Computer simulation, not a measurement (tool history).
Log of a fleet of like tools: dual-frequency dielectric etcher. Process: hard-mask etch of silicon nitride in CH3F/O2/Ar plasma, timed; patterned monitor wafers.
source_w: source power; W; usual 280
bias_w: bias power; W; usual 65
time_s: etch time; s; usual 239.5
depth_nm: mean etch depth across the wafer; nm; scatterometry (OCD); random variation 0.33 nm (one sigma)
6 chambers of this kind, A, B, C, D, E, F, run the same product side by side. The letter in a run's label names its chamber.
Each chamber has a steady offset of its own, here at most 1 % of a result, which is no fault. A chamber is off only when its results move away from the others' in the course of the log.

run,day,source_w,bias_w,time_s,hours since the last wet clean,hours since the last source power generator calibration,hours since the last bias power generator calibration,"read-back reference wafer on the same gauge, depth_nm",depth_nm
1B,0.508,280,65,239.5,68.1,167.9,799,124.01,142.61
2A,0.988,280,65,239.5,520.2,1158.6,799.2,123.98,141.12
3D,1.379,280,65,239.5,160.6,751.7,1061.2,123.99,141.18
4F,1.738,280,65,239.5,408.2,3409.2,405.9,123.98,141.46
5C,2.138,280,65,239.5,282.2,2149.4,2681,124,141.53
# day 2.167: chamber A: wet clean of the chamber
6E,2.579,280,65,239.5,122.2,2567.3,93.6,124.02,140.67
7C,3.129,280,65,239.5,306,2173.2,2704.8,124.07,141.83
8E,3.558,350,52,239.5,145.7,2590.8,117.1,124.03,142.29
9A,3.85,350,52,239.5,40.4,1227.3,867.9,124.01,142.71
10F,4.346,350,52,239.5,470.8,3471.8,468.5,124.02,142.01
# day 4.571: chamber F: wet clean of the chamber
11B,4.867,350,52,239.5,172.7,272.5,903.6,124.01,143.71
12D,5.538,350,52,239.5,260.4,851.5,1161,123.99,142.51
13C,6,350,52,239.5,374.9,2242.1,2773.7,123.99,144.46
14E,6.462,300,65,300.5,215.4,2660.5,186.8,124.03,181.47
15B,6.8,300,65,300.5,219.1,318.9,950,123.98,183.38
# day 7.175: chamber C: wet clean of the chamber
16F,7.338,300,65,300.5,66.5,3543.6,540.3,124.1,181.78
# day 7.529: chamber E: source power generator calibrated
17A,7.775,300,65,300.5,134.6,1321.5,962.1,123.92,181.91
18D,8.2,300,65,300.5,324.3,915.4,1224.9,123.95,181.97
19F,8.6,300,65,300.5,96.8,3573.9,570.6,124,181.1
20A,9.229,280,65,239.5,169.5,1356.4,997,123.98,141.4
# day 9.717: chamber D: wet clean of the chamber
21C,9.725,280,65,239.5,61.3,2331.5,2863.1,124,141.33
22E,10.1,280,65,239.5,302.7,61.8,274.1,124,138.59
23D,10.633,280,65,239.5,22.1,973.8,1283.3,123.91,141.36
24B,11.104,280,65,239.5,322.4,422.2,1053.3,124.03,142.18
25F,11.479,280,65,239.5,165.9,3643,639.7,123.99,141.84
26A,11.775,280,65,239.5,230.6,1417.5,1058.1,124.05,141.42
27D,12.154,280,65,239.5,58.6,1010.3,1319.8,124.04,141.3
28E,12.717,280,65,239.5,365.5,124.6,336.9,123.96,138.74
29B,13.242,280,65,239.5,373.7,473.5,1104.6,124.03,141.99
30C,13.533,280,65,239.5,152.7,2422.9,2954.5,123.99,142.41
31B,13.862,280,65,239.5,388.6,488.4,1119.5,123.95,142.57
32F,14.275,280,65,239.5,233,3710.1,706.8,124,140.86
33C,14.642,280,65,239.5,179.3,2449.5,2981.1,123.95,142.21
# day 14.971: chamber B: wet clean of the chamber
34E,15.154,280,65,239.5,424,183.1,395.4,123.88,138.53
35A,15.554,280,65,239.5,321.3,1508.2,1148.8,124.01,141.47
36D,16.104,280,65,239.5,153.4,1105.1,1414.6,123.98,141.16
37B,16.408,280,65,239.5,34.6,549.5,1180.6,124.03,142.68

All 6 chambers run these settings next. Forecast each chamber's results:
38A,16.892,280,65,239.5,,,,,?
38B,16.892,280,65,239.5,,,,,?
38C,16.892,280,65,239.5,,,,,?
38D,16.892,280,65,239.5,,,,,?
38E,16.892,280,65,239.5,,,,,?
38F,16.892,280,65,239.5,,,,,?

run,depth_nm
38A,140.86
38B,141.83
38C,142.03
38D,141.22
38E,138.48
38F,141
